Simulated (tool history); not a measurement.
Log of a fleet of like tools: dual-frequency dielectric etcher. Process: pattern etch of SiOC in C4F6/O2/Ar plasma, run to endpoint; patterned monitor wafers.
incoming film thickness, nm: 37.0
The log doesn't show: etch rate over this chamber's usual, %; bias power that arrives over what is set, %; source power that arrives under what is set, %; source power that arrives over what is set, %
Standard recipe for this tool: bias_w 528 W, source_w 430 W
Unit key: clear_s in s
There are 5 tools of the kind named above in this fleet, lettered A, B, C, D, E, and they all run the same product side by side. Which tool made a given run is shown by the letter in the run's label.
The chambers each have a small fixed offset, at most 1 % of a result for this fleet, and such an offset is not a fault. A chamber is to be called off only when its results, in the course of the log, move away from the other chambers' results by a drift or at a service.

run   hour  bias_w  source_w  hours since the last wet clean  hours since the last bias power generator calibration  hours since the last source power generator calibration  clear_s
 1B    6.4     528       430                            12.9                                                 2310.2                                                    710.5   11.856
 2D     15     528       430                           211.3                                                  155.9                                                   3577.4   11.926
 3E   24.9     528       430                           451.2                                                  967.1                                                     28.2   11.775
 4C     35     528       430                           203.4                                                 3128.4                                                     3255   11.808
 5A   43.1     528       430                           301.5                                                  928.1                                                   1590.1   11.952
 6D   49.5     528       430                           245.8                                                  190.4                                                   3611.9   11.881
 7A   60.4     528       430                           318.8                                                  945.4                                                   1607.4   12.033
 8E   72.1     528       430                           498.4                                                 1014.3                                                     75.4   11.755
 9C   78.3     528       430                           246.7                                                 3171.7                                                   3298.3   11.801
10B   85.3     528       430                            91.8                                                 2389.1                                                    789.4   11.809
11B   94.9     528       460                           101.4                                                 2398.7                                                      799    11.47
12C  103.5     528       460                           271.9                                                 3196.9                                                   3323.5   11.449
13A    109     528       460                           367.4                                                    994                                                     1656    11.69
14D  114.6     528       460                           310.9                                                  255.5                                                     3677    11.62
15E  120.7     528       460                             547                                                 1062.9                                                      124   11.474
     131.5  -- chamber A: wet clean of the chamber
16C  131.7     528       430                           300.1                                                 3225.1                                                   3351.7    11.72
17B  140.7     528       430                           147.2                                                 2444.5                                                    844.8   11.745
18D  152.9     528       430                           349.2                                                  293.8                                                   3715.3   11.888
19E  158.4     528       430                           584.7                                                 1100.6                                                    161.7   11.831
20A  167.6     528       430                            36.2                                                 1052.6                                                   1714.6    11.96
21C  176.2     528       430                           344.6                                                 3269.6                                                   3396.2   11.754
22D  188.1     528       430                           384.4                                                    329                                                   3750.5   11.887
23B  194.9     528       430                           201.4                                                 2498.7                                                      899    11.82
       200  -- chamber C: wet clean of the chamber
24E  201.6     528       430                           627.9                                                 1143.8                                                    204.9   11.873
25A  207.2     528       430                            75.8                                                 1092.2                                                   1754.2   11.964
     214.9  -- chamber D: source power generator calibrated
26B  214.9     528       430                           221.4                                                 2518.7                                                      919   11.787
     222.1  -- chamber E: wet clean of the chamber
27C  223.5     528       430                            23.5                                                 3316.9                                                   3443.5   11.793
28E  234.4     528       430                            12.3                                                 1176.6                                                    237.7   11.443
29A  246.2     528       430                           114.8                                                 1131.2                                                   1793.2   11.957
30D  256.6     528       430                           452.9                                                  397.5                                                     41.8   11.888
31C  264.3     607       380                            64.3                                                 3357.7                                                   3484.3   11.631
32A  276.1     607       380                           144.7                                                 1161.1                                                   1823.1   11.859
33D  283.1     607       380                           479.4                                                    424                                                     68.3   11.851
34B  289.3     607       380                           295.8                                                 2593.1                                                    993.4   11.722
35E    299     607       380                            76.9                                                 1241.2                                                    302.3   11.413
36E  308.1     528       430                              86                                                 1250.3                                                    311.4   11.448
     309.3  -- chamber B: wet clean of the chamber
37D  319.8     528       430                           516.1                                                  460.7                                                      105   11.869
38B  329.3     528       430                              20                                                 2633.1                                                   1033.4   11.786
39A  336.1     528       430                           204.7                                                 1221.1                                                   1883.1   11.978
40C  347.6     528       430                           147.6                                                   3441                                                   3567.6   11.711
41B  356.7     528       430                            47.4                                                 2660.5                                                   1060.8   11.813
42C    365     628       390                             165                                                 3458.4                                                     3585   11.449
43D  374.8     628       390                           571.1                                                  515.7                                                      160   11.504
44A  384.3     628       390                           252.9                                                 1269.3                                                   1931.3   11.582

Decide between three cases: one chamber stands off from its peers, the gauge reading all wafers drifts, or nothing is wrong past each chamber's small offset. Where a chamber is off, say which and what most likely put it there.

Chamber E has stood off from the others ever since a service on it.
What lies behind it: etch rate over this chamber's usual, % = 3.11.

Chamber E could run next with any of the 4 candidate recipes listed below; each alters the usual settings, and their results appear as question marks. Which one brings its results back in line with what the other chambers deliver on the usual settings?
Allowed miss from the other chambers' usual-settings mean, per result, to count as in line: clear_s 0.13 s
45E-1  393.4     479       430                                                                                                                                                        ?
45E-2  393.4     577       430                                                                                                                                                        ?
45E-3  393.4     548       430                                                                                                                                                        ?
45E-4  393.4     518       420                                                                                                                                                        ?

On the usual settings, the other chambers give on average: clear_s 11.859 s
  run  clear_s
45E-1   11.876
45E-2   11.087
45E-3   11.302
45E-4   11.642
The answer is 45E-1, which returns the chamber to within the allowed miss of the others.
